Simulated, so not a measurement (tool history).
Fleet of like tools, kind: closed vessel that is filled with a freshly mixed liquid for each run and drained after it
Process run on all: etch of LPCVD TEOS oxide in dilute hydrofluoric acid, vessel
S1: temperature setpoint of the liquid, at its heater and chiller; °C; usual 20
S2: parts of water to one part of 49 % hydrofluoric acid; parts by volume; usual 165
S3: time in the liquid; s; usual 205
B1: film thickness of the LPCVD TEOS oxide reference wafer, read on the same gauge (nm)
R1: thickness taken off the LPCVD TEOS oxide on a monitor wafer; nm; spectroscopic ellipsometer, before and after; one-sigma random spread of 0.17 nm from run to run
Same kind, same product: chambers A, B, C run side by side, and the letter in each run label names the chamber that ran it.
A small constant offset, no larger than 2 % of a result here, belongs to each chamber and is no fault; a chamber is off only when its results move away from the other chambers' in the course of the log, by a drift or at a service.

run	hour	S1	S2	S3	B1	R1
1B	10.4	20	165	205	80.003	33.698
2C	18.8	20	165	205	80.016	33.101
3A	29.9	20	165	205	80.016	34.095
4C	40.3	20	165	205	79.991	33.416
5B	49.0	20	225	105	80.007	11.955
6A	54.2	20	225	105	80.005	11.971
7A	61.9	20	225	105	79.983	11.997
8B	73.6	20	165	205	80.006	34.539
9C	81.3	20	205	205	80.002	25.577
10C	90.6	20	205	205	80.014	25.603
11B	101.3	20	205	205	79.986	26.547
12A	109.2	20	165	205	79.993	34.196
13C	116.3	20	165	205	80.010	33.275
14A	127.7	20	165	205	80.013	34.483
15B	137.5	20	165	205	79.978	34.547
16B	143.7	20	165	205	80.001	34.879
17C	153.8	20	165	205	80.003	33.419
18A	163.7	20	165	205	80.020	34.179
19B	175.1	20	165	205	79.997	35.279
20C	185.1	20	120	205	80.003	47.789

Does one chamber stand apart from the rest, does the shared gauge drift, or is all well apart from small per-chamber offsets? Give the chamber and the most likely cause, where there is one.

One chamber, B, drifts off from the rest bit by bit.
Likeliest cause: hydrofluoric acid flow above the setpoint (%) = 3.75.
The log may not tell that from: liquid hotter than its thermometer reads (K).

Here are 4 candidates for chamber B's next run, each the usual settings with a change, their results left as question marks. Which one brings its results back in line with what the others give on the usual settings?
In line means no further than this from the other chambers' mean on the usual settings: R1 0.610 nm
21B-1	193.5	22.5	165	205		?
21B-2	193.5	20.0	165	215		?
21B-3	193.5	19.0	165	205		?
21B-4	193.5	19.5	175	205		?

On the usual settings, the other chambers give on average: R1 33.676 nm
run	R1
21B-1	38.801
21B-2	36.935
21B-3	33.857
21B-4	32.234
21B-3 puts the chamber back in line with the other chambers.
